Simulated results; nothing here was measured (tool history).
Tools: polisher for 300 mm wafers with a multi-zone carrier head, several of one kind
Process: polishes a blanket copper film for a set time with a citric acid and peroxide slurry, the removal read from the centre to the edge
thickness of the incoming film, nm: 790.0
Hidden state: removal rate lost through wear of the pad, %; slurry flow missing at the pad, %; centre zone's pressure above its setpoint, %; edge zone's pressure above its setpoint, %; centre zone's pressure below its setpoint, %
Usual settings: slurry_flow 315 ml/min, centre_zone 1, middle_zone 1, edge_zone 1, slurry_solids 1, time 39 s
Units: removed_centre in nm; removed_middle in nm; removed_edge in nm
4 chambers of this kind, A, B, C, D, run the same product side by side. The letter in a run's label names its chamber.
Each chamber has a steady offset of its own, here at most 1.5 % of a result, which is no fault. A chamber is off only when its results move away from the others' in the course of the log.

run   hour  slurry_flow  centre_zone  middle_zone  edge_zone  slurry_solids  time  wafers polished on this pad  hours since the slurry nozzle was cleaned  hours since the centre zone pressure was calibrated  hours since the edge zone pressure was calibrated  removed_centre  removed_middle  removed_edge
 1D    7.2          315            1            1          1              1    39                          241                                      282.8                                                297.5                                              228.3          57.801          58.201        57.727
 2B   14.4          315            1            1          1              1    39                          451                                      549.3                                               1355.4                                              253.3           57.17          58.091        56.694
 3C   20.9          315            1            1          1              1    39                          746                                      147.8                                                646.5                                              231.4           59.18           58.67         57.71
 4A   28.6          315            1            1          1              1    39                          617                                      261.8                                                307.3                                              513.7          59.702          57.802        57.807
 5A   32.9          315            1            1          1              1    39                          652                                      266.1                                                311.6                                                518          59.091           59.67        57.496
 6C   39.5          315            1            1          1              1    39                          896                                      166.4                                                665.1                                                250          59.121          57.648        58.139
        43  -- chamber B: worn pad replaced by a new one
 7D   44.2          315         0.91            1          1              1    39                          539                                      319.8                                                334.5                                              265.3          52.759          57.783        57.988
      50.2  -- chamber D: worn pad replaced by a new one
 8B   50.3          315         0.91            1          1              1    39                           59                                      585.2                                               1391.3                                              289.2          51.223          58.072        57.209
 9C     56          315         0.91            1          1              1    39                         1029                                      182.9                                                681.6                                              266.5          52.767          58.227        57.846
      60.2  -- chamber C: worn pad replaced by a new one
      60.8  -- chamber B: edge zone pressure recalibrated
      61.8  -- chamber B: centre zone pressure recalibrated
10D   64.8          315         0.91            1          1              1    39                          118                                      340.4                                                355.1                                              285.9          52.363          57.956        58.824
11B   74.3          315            1            1          1              1    39                          252                                      609.2                                                 12.6                                               13.6          57.227           57.73        58.298
12A   79.7          315            1            1          1              1    27                         1029                                      312.9                                                358.4                                              564.8          39.922          41.106         39.55
13C     86          315            1            1          1              1    27                          208                                      212.9                                                711.6                                              296.5          40.273          39.827        41.285
      87.2  -- chamber A: worn pad replaced by a new one
14D   94.7          315            1            1          1              1    27                          359                                      370.3                                                  385                                              315.8          40.174          40.115        41.132
15B  104.2          315            1            1          1              1    27                          493                                      639.1                                                 42.5                                               43.5          39.805          39.809         39.33
16A  113.4          315            1            1          1              1    39                          211                                      346.6                                                392.1                                              598.5          58.563           58.81        56.394
     114.4  -- chamber D: worn pad replaced by a new one
     116.1  -- chamber D: slurry nozzle cleaned
17C  118.7          315            1            1          1              1    39                          472                                      245.6                                                744.3                                              329.2          57.714          57.278        59.085
     121.9  -- chamber C: centre zone pressure recalibrated
     125.7  -- chamber B: worn pad replaced by a new one
18D  126.9          315            1            1          1              1    39                          101                                       10.9                                                417.2                                                348          57.572          57.202        58.883
19B    135          315            1            1          1              1    39                           75                                      669.9                                                 73.3                                               74.3          57.408          57.991         57.55
20A  139.6          315            1            1          1              1    39                          423                                      372.8                                                418.3                                              624.7          58.311          59.566        56.913
21D  146.9          315            1            1          1              1    39                          262                                       30.9                                                437.2                                                368          57.915           57.11        57.087
22A  153.6          315            1            1          1              1    39                          535                                      386.8                                                432.3                                              638.7          57.824          58.385        58.123
23C  163.1          315            1            1          1              1    39                          830                                        290                                                 41.3                                              373.6          52.685          58.127        57.793
     163.2  -- chamber A: edge zone pressure recalibrated
24B  172.6          315            1            1          1              1    39                          378                                      707.5                                                110.9                                              111.9          57.711          58.878         57.11
25D  178.2          315            1            1          1              1    39                          514                                       62.2                                                468.5                                              399.3          58.676          57.685        56.929
     179.2  -- chamber A: slurry nozzle cleaned
26A  185.1          315            1            1          1              1    39                          789                                          6                                                463.8                                               21.9          58.348          59.659        58.201
27B  189.9          315            1            1          1              1    39                          518                                      724.8                                                128.2                                              129.2          57.301          58.339        57.231

What goes on in this fleet: one chamber off, a drifting gauge, or nothing beyond the chambers' own small offsets? Name the chamber and the cause, if any.

A service left chamber C off against the others.
Cause: centre zone's pressure below its setpoint, % = 8.62.

Here are 4 candidates for chamber C's next run, each the usual settings with a change, their results left as question marks. Which one brings its results back in line with what the others give on the usual settings?
In line means no further than this from the other chambers' mean on the usual settings: removed_centre 1.8 nm; removed_middle 1.8 nm; removed_edge 2.8 nm
28C-1  196.8          320         1.07         0.99       0.97              1    39                                                                                                                                                                                               ?               ?             ?
28C-2  196.8          310         0.93         1.01       1.03              1    39                                                                                                                                                                                               ?               ?             ?
28C-3  196.8          315         1.03            1       0.99              1    39                                                                                                                                                                                               ?               ?             ?
28C-4  196.8          315         0.97            1       1.01              1    39                                                                                                                                                                                               ?               ?             ?

The other chambers' mean on the usual settings: removed_centre 57.663 nm; removed_middle 58.161 nm; removed_edge 57.757 nm
  run  removed_centre  removed_middle  removed_edge
28C-1          56.771          57.757        57.363
28C-2          48.411          58.683        59.055
28C-3          54.343          58.214        57.906
28C-4          50.829           58.23        58.519
28C-1 brings the chamber back in line.

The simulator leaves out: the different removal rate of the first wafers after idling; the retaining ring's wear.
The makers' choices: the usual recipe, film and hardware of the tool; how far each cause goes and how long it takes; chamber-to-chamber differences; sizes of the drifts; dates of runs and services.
